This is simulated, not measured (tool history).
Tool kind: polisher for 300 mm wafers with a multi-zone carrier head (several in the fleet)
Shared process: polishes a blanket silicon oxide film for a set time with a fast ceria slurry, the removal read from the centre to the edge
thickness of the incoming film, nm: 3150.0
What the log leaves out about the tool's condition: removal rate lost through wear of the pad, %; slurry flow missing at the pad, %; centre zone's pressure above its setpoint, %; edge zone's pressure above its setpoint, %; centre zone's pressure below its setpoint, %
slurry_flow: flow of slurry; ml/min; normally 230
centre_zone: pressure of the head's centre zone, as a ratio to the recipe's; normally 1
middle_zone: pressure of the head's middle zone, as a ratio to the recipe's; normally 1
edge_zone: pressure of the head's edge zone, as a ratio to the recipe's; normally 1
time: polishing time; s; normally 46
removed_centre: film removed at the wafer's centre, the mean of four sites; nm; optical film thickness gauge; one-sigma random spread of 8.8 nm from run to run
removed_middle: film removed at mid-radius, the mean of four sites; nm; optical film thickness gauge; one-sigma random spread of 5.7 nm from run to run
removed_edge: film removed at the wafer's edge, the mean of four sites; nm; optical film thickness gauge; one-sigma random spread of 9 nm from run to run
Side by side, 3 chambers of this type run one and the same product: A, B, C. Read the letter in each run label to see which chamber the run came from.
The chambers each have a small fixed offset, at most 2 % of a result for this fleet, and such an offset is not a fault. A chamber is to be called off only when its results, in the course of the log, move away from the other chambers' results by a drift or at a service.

run    day  slurry_flow  centre_zone  middle_zone  edge_zone  time  wafers polished on this pad  hours since the slurry nozzle was cleaned  hours since the centre zone pressure was calibrated  hours since the edge zone pressure was calibrated  removed_centre  removed_middle  removed_edge
     0.271  -- chamber B: slurry nozzle cleaned
 1C  0.408          230            1            1          1    46                          502                                        369                                                668.2                                                389          853.97          842.21        850.73
 2A  0.592          230            1            1          1    46                          532                                      148.8                                                550.8                                              388.2          855.81          858.02        855.86
 3B  0.767          230            1            1          1    46                          339                                         12                                                763.4                                              210.1          851.89          833.37        863.66
     1.021  -- chamber A: worn pad replaced by a new one
 4A  1.175          230            1            1          1    46                           67                                      162.8                                                564.8                                              402.2          856.63          851.83        839.66
 5B  1.388          230            1            1          1    46                          606                                       26.9                                                778.3                                                225          866.46          840.08         836.7
 6C  1.788          230            1            1          1    46                         1096                                      402.1                                                701.3                                              422.1          850.37          834.39        861.25
     1.975  -- chamber B: worn pad replaced by a new one
 7A  2.054          230            1            1          1    46                          446                                      183.9                                                585.9                                              423.3          829.94          838.75        839.29
 8C  2.333          230            1            1          1    46                         1332                                      415.2                                                714.4                                              435.2          834.11          834.47         853.2
     2.525  -- chamber C: worn pad replaced by a new one
 9B  2.554          230            1            1          1    46                          250                                       54.9                                                806.3                                                253          862.71          846.34        842.21
     2.575  -- chamber A: worn pad replaced by a new one
10A  2.821          230            1            1          1    46                          106                                      202.3                                                604.3                                              441.7          838.34           846.5        847.14
11B  3.129          230            1            1          1    46                          498                                       68.7                                                820.1                                              266.8          859.14          838.71        841.55
12C  3.454          230            1            1          1    46                          402                                      442.1                                                741.3                                              462.1           841.2          844.01        843.87
     3.792  -- chamber B: worn pad replaced by a new one
13A  3.846          230            1            1          1    46                          549                                      226.9                                                628.9                                              466.3          843.34           847.5        834.49
     4.121  -- chamber A: worn pad replaced by a new one
14C  4.246          230            1            1          1    32                          744                                      461.1                                                760.3                                              481.1          590.36          587.31        583.12
     4.433  -- chamber C: centre zone pressure recalibrated
15B  4.617          230            1            1          1    32                          356                                      104.4                                                855.8                                              302.5          592.98          589.16        579.34
16C  4.979          230            1            1          1    32                         1060                                      478.7                                                 13.1                                              498.7          516.93          585.88         588.1
     5.208  -- chamber C: slurry nozzle cleaned
17B  5.267          230            1            1          1    46                          637                                        120                                                871.4                                              318.1          863.43          850.77        834.52
     5.367  -- chamber C: worn pad replaced by a new one
18A  5.512          230            1            1          1    46                          601                                      266.9                                                668.9                                              506.3          841.68          835.79           854
     5.608  -- chamber B: worn pad replaced by a new one
     5.671  -- chamber A: worn pad replaced by a new one
19C  5.788          205            1          0.9          1    46                          181                                       13.9                                                 32.5                                              518.1          741.14          744.37        840.62
20B  6.108          205            1          0.9          1    46                          215                                      140.2                                                891.6                                              338.3          844.92          741.12        836.95
21A  6.362          205            1          0.9          1    46                          298                                      287.3                                                689.3                                              526.7          828.17          749.27        844.23
22A  6.675          230            1            1          1    46                          433                                      294.8                                                696.8                                              534.2          852.88          850.53        850.15
23C  6.888          230            1            1          1    46                          656                                       40.3                                                 58.9                                              544.5          742.45          849.24        840.12
24B  7.138          165            1            1          1    46                          659                                      164.9                                                916.3                                                363          802.08          790.38        795.95
     7.354  -- chamber B: worn pad replaced by a new one
25B  7.367          165            1            1          1    46                            6                                      170.4                                                921.8                                              368.5          798.56           811.9        804.55

Each of the 3 chambers runs these same settings next. Fill in every chamber's results:
26A  7.662          230            1            1       0.89    46                                                                                                                                                                                               ?               ?             ?
26B  7.662          230            1            1       0.89    46                                                                                                                                                                                               ?               ?             ?
26C  7.662          230            1            1       0.89    46                                                                                                                                                                                               ?               ?             ?

run  removed_centre  removed_middle  removed_edge
26A          849.41          846.59        805.01
26B          853.62          848.74        792.15
26C          753.88           835.3        812.61
